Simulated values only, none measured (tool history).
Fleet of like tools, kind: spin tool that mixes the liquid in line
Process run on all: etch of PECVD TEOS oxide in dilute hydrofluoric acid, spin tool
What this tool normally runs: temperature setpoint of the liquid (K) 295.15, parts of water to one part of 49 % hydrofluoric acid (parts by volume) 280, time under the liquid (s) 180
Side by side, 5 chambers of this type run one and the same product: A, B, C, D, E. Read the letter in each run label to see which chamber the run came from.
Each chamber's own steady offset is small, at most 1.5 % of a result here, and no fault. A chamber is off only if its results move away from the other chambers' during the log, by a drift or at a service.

run,hour,temperature setpoint of the liquid (K),parts of water to one part of 49 % hydrofluoric acid (parts by volume),time under the liquid (s),hours since the thermometer was replaced,hours since the hydrofluoric acid flow meter was replaced,"read-back film thickness of the PECVD TEOS oxide reference wafer, read on the same gauge (nm)",thickness taken off the PECVD TEOS oxide on a monitor wafer (angstrom)
1B,5.5,295.15,280,180,705.5,811,40.063,41.916
2A,15.7,295.15,280,180,381.3,1180.3,40,41.724
3C,22,295.15,280,180,1279.3,595.1,40.004,42.179
4E,31.9,295.15,280,180,890.6,579.5,39.973,42.656
5D,39.3,295.15,280,180,623.8,1728.8,40.013,41.896
6D,47.4,295.15,280,180,631.9,1736.9,40.009,41.881
7A,58.5,295.15,280,180,424.1,1223.1,40.073,42.115
8B,68.8,295.15,280,180,768.8,874.3,39.99,42.218
9E,79.2,295.15,280,180,937.9,626.8,39.995,42.764
10C,87,295.15,280,180,1344.3,660.1,40.004,42.436
11C,97.4,295.15,280,180,1354.7,670.5,40.009,42.887
12E,104.2,295.15,280,180,962.9,651.8,40.023,42.238
13D,114,295.15,280,180,698.5,1803.5,39.995,41.866
14B,124.1,295.15,280,225,824.1,929.6,39.955,52.977
15A,130,295.15,280,225,495.6,1294.6,40.013,51.908
16A,136.9,295.15,280,225,502.5,1301.5,39.962,52.048
17B,143,295.15,280,225,843,948.5,40.009,53.268
18E,152.3,295.15,280,225,1011,699.9,39.997,52.663
19D,160.8,295.15,280,180,745.3,1850.3,40.001,41.385
20C,169.5,295.15,280,180,1426.8,742.6,40.006,44.176
21A,177.7,295.15,280,180,543.3,1342.3,39.986,41.313
22C,187.4,295.15,280,180,1444.7,760.5,40.049,45.033
23B,197,295.15,280,180,897,1002.5,40.027,42.714
24E,207.9,295.15,280,180,1066.6,755.5,39.955,42.317
25D,218.3,295.15,280,180,802.8,1907.8,39.995,41.857
26C,227.4,295.15,280,180,1484.7,800.5,39.982,45.588
27D,238.5,295.15,280,180,823,1928,40.046,41.648
28E,243.7,291.65,375,180,1102.4,791.3,39.959,25.844
29B,252.3,291.65,375,180,952.3,1057.8,40.032,25.815
30A,263.7,291.65,375,180,629.3,1428.3,39.992,25.259
31E,268.9,291.65,375,180,1127.6,816.5,40.004,25.752
32A,274.9,291.65,375,180,640.5,1439.5,39.976,25.171
33B,281.3,295.15,185,180,981.3,1086.8,39.992,68.8
34C,290.4,295.15,185,180,1547.7,863.5,40.024,77.058
35D,298.2,295.15,185,180,882.7,1987.7,40.001,68.68
36B,305.2,295.15,185,180,1005.2,1110.7,39.991,69.036
# hour 314.1: chamber D: hydrofluoric acid flow meter replaced
37D,314.9,295.15,185,180,899.4,0.8,39.995,69.72
38A,324.9,299.65,220,180,690.5,1489.5,40.028,64.459
39C,333.5,299.65,220,180,1590.8,906.6,40.027,77.525
40E,343.4,299.65,220,180,1202.1,891,39.989,67.843

Has any chamber moved away from the others, gradually or after a service, or does the common gauge drift, or do the chambers differ only by their own small steady offsets? State the chamber and the most likely cause if one applies.

It is chamber C that slowly wanders off from its peers.
Cause: hydrofluoric acid flow above the setpoint (%) = 11.

Here are 4 candidates for chamber C's next run, each the usual settings with a change, their results left as question marks. Which one brings its results back in line with what the others give on the usual settings?
In line means no further than this from the other chambers' mean on the usual settings: thickness taken off the PECVD TEOS oxide on a monitor wafer (angstrom) 1.4
41C-1,351.9,295.15,275,185,,,,?
41C-2,351.9,299.15,280,180,,,,?
41C-3,351.9,295.15,280,170,,,,?
41C-4,351.9,291.15,280,180,,,,?

The mean the other chambers reach with the usual settings: thickness taken off the PECVD TEOS oxide on a monitor wafer (angstrom) 42.053
run,thickness taken off the PECVD TEOS oxide on a monitor wafer (angstrom)
41C-1,51.226
41C-2,56.353
41C-3,46.043
41C-4,41.893
41C-4 is the one that brings the chamber's results back in line with the other chambers.
